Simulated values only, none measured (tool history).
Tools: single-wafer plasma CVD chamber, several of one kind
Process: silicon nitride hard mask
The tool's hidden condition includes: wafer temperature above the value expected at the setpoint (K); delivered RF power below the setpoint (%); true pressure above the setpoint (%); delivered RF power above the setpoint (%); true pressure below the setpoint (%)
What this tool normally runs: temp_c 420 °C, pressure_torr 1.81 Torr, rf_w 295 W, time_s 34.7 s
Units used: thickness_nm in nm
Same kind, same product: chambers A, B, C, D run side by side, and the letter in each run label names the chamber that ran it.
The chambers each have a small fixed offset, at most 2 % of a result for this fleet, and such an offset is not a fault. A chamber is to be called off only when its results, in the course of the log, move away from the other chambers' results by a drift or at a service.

run	day	temp_c	pressure_torr	rf_w	time_s	hours since the last thermocouple change	hours since the last RF generator calibration	hours since the last manometer calibration	read-back reference wafer on the same gauge, thickness_nm	thickness_nm
1D	0.325	420	1.81	295	34.7	1520.6	392.5	1275.2	35.081	40.681
2B	0.733	420	1.81	295	34.7	125.4	1104.9	170.4	35.099	40.698
3A	1.042	420	1.81	295	34.7	1865.6	1391.0	52.7	35.097	41.208
4C	1.312	420	1.81	295	34.7	2200.7	1486.2	2140.0	35.077	40.786
5D	1.654	420	1.81	295	34.7	1552.5	424.4	1307.1	35.106	40.773
6B	1.850	420	1.81	295	34.7	152.2	1131.7	197.2	35.116	40.619
7C	2.142	420	1.81	295	34.7	2220.6	1506.1	2159.9	35.104	40.851
8A	2.467	420	1.81	295	34.7	1899.8	1425.2	86.9	35.110	41.470
9B	2.646	420	1.81	295	34.7	171.3	1150.8	216.3	35.095	40.533
10C	3.054	420	1.81	295	34.7	2242.5	1528.0	2181.8	35.092	40.860
11A	3.292	420	1.81	295	34.7	1919.6	1445.0	106.7	35.115	41.273
12D	3.658	420	1.81	295	34.7	1600.6	472.5	1355.2	35.098	40.615
13C	3.925	420	1.81	295	34.7	2263.4	1548.9	2202.7	35.119	40.768
# day 4.058: chamber C: thermocouple changed; heater temperature recalibrated
14A	4.112	420	1.81	275	34.7	1939.3	1464.7	126.4	35.119	39.369
15B	4.404	420	1.81	275	34.7	213.5	1193.0	258.5	35.124	38.384
16D	4.675	420	1.81	275	34.7	1625.0	496.9	1379.6	35.086	38.849
17C	5.058	420	1.81	275	34.7	24.1	1576.1	2229.9	35.092	38.810
18D	5.279	420	1.81	295	34.7	1639.5	511.4	1394.1	35.114	40.718
19B	5.688	420	1.81	295	34.7	244.3	1223.8	289.3	35.093	40.377
20A	5.962	420	1.81	275	34.7	1983.7	1509.1	170.8	35.085	39.307
21A	6.300	420	1.81	275	34.7	1991.8	1517.2	178.9	35.105	39.365
22D	6.579	420	1.81	275	34.7	1670.7	542.6	1425.3	35.103	38.899
23B	6.825	420	1.81	275	34.7	271.6	1251.1	316.6	35.109	38.118
24C	7.142	420	1.81	295	34.7	74.1	1626.1	2279.9	35.090	40.846
25D	7.375	420	2.12	295	34.7	1689.8	561.7	1444.4	35.099	42.442
26C	7.571	420	2.12	295	34.7	84.4	1636.4	2290.2	35.085	42.559
27B	7.954	420	2.12	295	34.7	298.7	1278.2	343.7	35.106	41.785
28A	8.367	420	2.12	295	34.7	2041.4	1566.8	228.5	35.092	43.118
29D	8.717	420	1.81	295	34.7	1722.0	593.9	1476.6	35.074	40.638
30B	8.929	420	1.81	295	34.7	322.1	1301.6	367.1	35.084	39.832
31C	9.154	420	1.81	295	34.7	122.4	1674.4	2328.2	35.121	40.961
32A	9.504	420	1.81	295	34.7	2068.7	1594.1	255.8	35.116	41.414
33C	9.733	420	1.81	295	34.7	136.3	1688.3	2342.1	35.121	40.940
34D	10.058	420	1.81	295	34.7	1754.2	626.1	1508.8	35.093	40.687
35A	10.438	420	1.81	295	34.7	2091.1	1616.5	278.2	35.103	41.129
36B	10.800	420	1.81	295	34.7	367.0	1346.5	412.0	35.109	39.712

For the next run the whole fleet of 4 chambers uses the same settings. Give each chamber's results:
37A	11.096	420	1.62	295	34.7					?
37B	11.096	420	1.62	295	34.7					?
37C	11.096	420	1.62	295	34.7					?
37D	11.096	420	1.62	295	34.7					?

run	thickness_nm
37A	40.083
37B	38.304
37C	39.468
37D	39.454

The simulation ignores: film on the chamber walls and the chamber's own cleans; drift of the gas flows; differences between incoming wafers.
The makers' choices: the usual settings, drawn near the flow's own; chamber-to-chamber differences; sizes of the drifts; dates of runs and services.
